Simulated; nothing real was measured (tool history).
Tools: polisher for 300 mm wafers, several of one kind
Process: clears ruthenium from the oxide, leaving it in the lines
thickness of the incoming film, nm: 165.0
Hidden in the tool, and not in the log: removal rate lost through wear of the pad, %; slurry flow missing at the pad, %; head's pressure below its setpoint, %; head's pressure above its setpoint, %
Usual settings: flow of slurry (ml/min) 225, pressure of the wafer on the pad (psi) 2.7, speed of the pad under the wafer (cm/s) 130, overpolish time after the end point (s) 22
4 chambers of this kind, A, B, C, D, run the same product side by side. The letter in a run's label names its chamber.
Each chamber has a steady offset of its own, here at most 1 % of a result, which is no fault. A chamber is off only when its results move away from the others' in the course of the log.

run,hour,flow of slurry (ml/min),pressure of the wafer on the pad (psi),speed of the pad under the wafer (cm/s),overpolish time after the end point (s),wafers polished on this pad,hours since the slurry nozzle was cleaned,hours since the head pressure was calibrated,time until the end point was called (s)
1A,4.7,225,2.7,130,22,416,466.7,91.8,71.721
# hour 7.2: chamber B: head pressure recalibrated
2C,10.1,225,2.7,130,22,271,180,671.6,75.06
3D,14.6,225,2.7,130,22,194,471.3,46.2,71.33
4B,18.8,225,2.7,130,22,769,45.6,11.6,72.287
5A,23.8,225,2.7,130,22,555,485.8,110.9,71.377
6D,30.7,225,2.7,130,22,311,487.4,62.3,72.7
7C,35.9,225,2.7,130,22,459,205.8,697.4,72.64
8B,40.4,225,3.5,130,22,927,67.2,33.2,55.028
9A,45.9,225,3.5,130,22,717,507.9,133,55.812
10B,54.6,225,3.5,130,22,1030,81.4,47.4,56.619
11C,60.6,225,3.5,130,22,640,230.5,722.1,56.602
# hour 61.3: chamber C: worn pad replaced by a new one
12D,66.1,225,2.7,130,22,570,522.8,97.7,71.752
13B,73.2,280,2.7,130,22,1166,100,66,70.511
14D,80.7,280,2.7,130,22,677,537.4,112.3,69.694
# hour 82.9: chamber D: worn pad replaced by a new one
15C,86.7,280,2.7,130,22,185,256.6,748.2,69.291
# hour 87: chamber B: worn pad replaced by a new one
16A,94.8,280,2.7,130,22,1074,556.8,181.9,70.518
# hour 99: chamber A: worn pad replaced by a new one
17D,102.4,225,2.7,130,22,143,559.1,134,73.209
18B,107.7,225,2.7,130,22,151,134.5,100.5,72.966
19C,113.9,225,2.7,130,22,384,283.8,775.4,73.645
20A,121.5,225,2.7,130,22,164,583.5,208.6,74.55
21A,129.3,225,2.7,130,22,221,591.3,216.4,72.914
# hour 129.6: chamber D: slurry nozzle cleaned
22B,135.1,225,2.7,130,22,351,161.9,127.9,70.588
# hour 141.8: chamber C: worn pad replaced by a new one
23D,144,225,2.7,130,22,447,14.5,175.6,70.082
24C,151.8,225,2.7,130,22,73,321.7,813.3,74.491
25B,159,225,2.7,130,22,526,185.8,151.8,71.767
26C,167.7,225,2.7,130,22,189,337.6,829.2,73.019
27D,174.4,225,2.7,130,22,669,44.9,206,70.291
28A,179.6,255,2.7,130,27,589,641.6,266.7,73.473
29D,185.2,255,2.7,130,27,747,55.7,216.8,69.805
30B,189.3,255,2.7,130,27,747,216.1,182.1,69.229

What goes on in this fleet: one chamber off, a drifting gauge, or nothing beyond the chambers' own small offsets? Name the chamber and the cause, if any.

No chamber stands off beyond its own small offset, and the gauge holds steady.
